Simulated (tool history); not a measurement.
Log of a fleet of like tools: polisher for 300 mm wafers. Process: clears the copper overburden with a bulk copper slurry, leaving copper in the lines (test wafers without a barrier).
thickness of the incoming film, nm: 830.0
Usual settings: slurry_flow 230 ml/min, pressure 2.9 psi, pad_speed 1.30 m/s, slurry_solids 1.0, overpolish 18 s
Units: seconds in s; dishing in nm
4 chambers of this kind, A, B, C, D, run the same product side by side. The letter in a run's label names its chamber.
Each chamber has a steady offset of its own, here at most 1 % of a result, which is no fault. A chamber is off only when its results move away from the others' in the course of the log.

run,hour,slurry_flow,pressure,pad_speed,slurry_solids,overpolish,seconds,dishing
1A,3.4,230,2.9,1.30,1.0,18,68.178,61.777
2C,6.6,230,2.9,1.30,1.0,18,66.970,63.462
3B,10.0,230,2.9,1.30,1.0,18,67.108,62.294
4D,12.1,230,2.9,1.30,1.0,18,67.890,60.531
5D,14.4,230,2.9,1.30,1.0,18,67.858,60.871
6B,17.3,230,2.9,1.30,1.0,18,70.104,58.652
7C,20.1,230,2.9,1.30,1.0,18,67.411,62.606
8A,22.7,230,2.9,1.30,0.7,18,74.901,58.955
9A,26.4,230,2.9,1.30,0.7,18,75.044,61.192
# hour 27.2: chamber C: worn pad replaced by a new one
10C,29.1,230,2.9,1.30,0.7,18,74.259,60.496
11D,33.5,230,2.9,1.30,0.7,18,75.232,62.238
12B,37.4,230,2.9,1.30,1.0,18,69.788,60.496
# hour 38.2: chamber A: worn pad replaced by a new one
13C,41.7,230,2.9,1.30,1.0,18,67.093,62.663
14B,44.8,230,2.1,1.30,1.0,18,93.105,54.083
15A,47.7,230,2.1,1.30,1.0,18,92.696,51.941
16D,50.8,230,2.1,1.30,1.0,18,92.095,54.997
17D,54.4,230,2.1,1.30,1.0,18,91.254,55.336
18B,56.7,230,2.9,1.30,1.0,18,66.455,60.917
19C,59.0,230,2.9,1.30,1.0,18,67.944,60.874
20A,62.4,230,2.9,1.30,1.0,18,68.465,62.659
21C,64.6,230,2.9,1.30,1.0,18,68.743,60.810
# hour 67.4: chamber B: worn pad replaced by a new one
22A,68.7,230,2.9,1.30,1.0,18,69.784,61.812
23B,71.2,230,2.9,1.30,1.0,18,69.406,60.806
24D,75.3,230,2.9,1.30,1.0,18,67.812,61.536
25B,79.3,230,3.5,1.12,1.0,18,66.526,63.933
# hour 81.7: chamber B: slurry blender recalibrated
26A,81.8,230,3.5,1.12,1.0,18,66.529,65.056
27D,84.6,230,3.5,1.12,1.0,18,65.021,64.457
28C,89.0,230,3.5,1.12,1.0,18,67.519,64.858
29A,92.6,230,2.9,1.30,1.0,18,68.966,63.396
30B,96.8,230,2.0,1.30,1.0,10,100.620,41.630
# hour 97.3: chamber A: head pressure recalibrated
31C,100.1,230,2.0,1.30,1.0,10,99.568,40.323
32D,102.5,230,2.0,1.30,1.0,10,94.454,41.450
33C,106.2,230,2.0,1.30,1.0,10,100.010,40.907
34B,110.8,230,2.9,1.30,1.0,18,69.008,58.731
35D,113.2,230,2.5,1.30,1.0,27,75.801,61.177
36A,115.5,230,2.5,1.30,1.0,27,80.905,61.831
37D,119.4,230,2.5,1.30,1.0,27,78.052,62.192
38B,123.0,230,2.5,1.30,1.0,27,80.382,62.943
39A,127.5,180,2.9,1.30,1.0,18,73.082,62.531
40C,129.8,180,2.9,1.30,1.0,18,70.525,62.070
41C,133.0,180,2.9,1.30,1.0,18,71.683,63.797

Is one chamber off against the others, does the gauge drift, or is nothing wrong? If a chamber is off, say which, and what the likeliest cause is.

No chamber stands off beyond its own small offset, and the gauge holds steady.

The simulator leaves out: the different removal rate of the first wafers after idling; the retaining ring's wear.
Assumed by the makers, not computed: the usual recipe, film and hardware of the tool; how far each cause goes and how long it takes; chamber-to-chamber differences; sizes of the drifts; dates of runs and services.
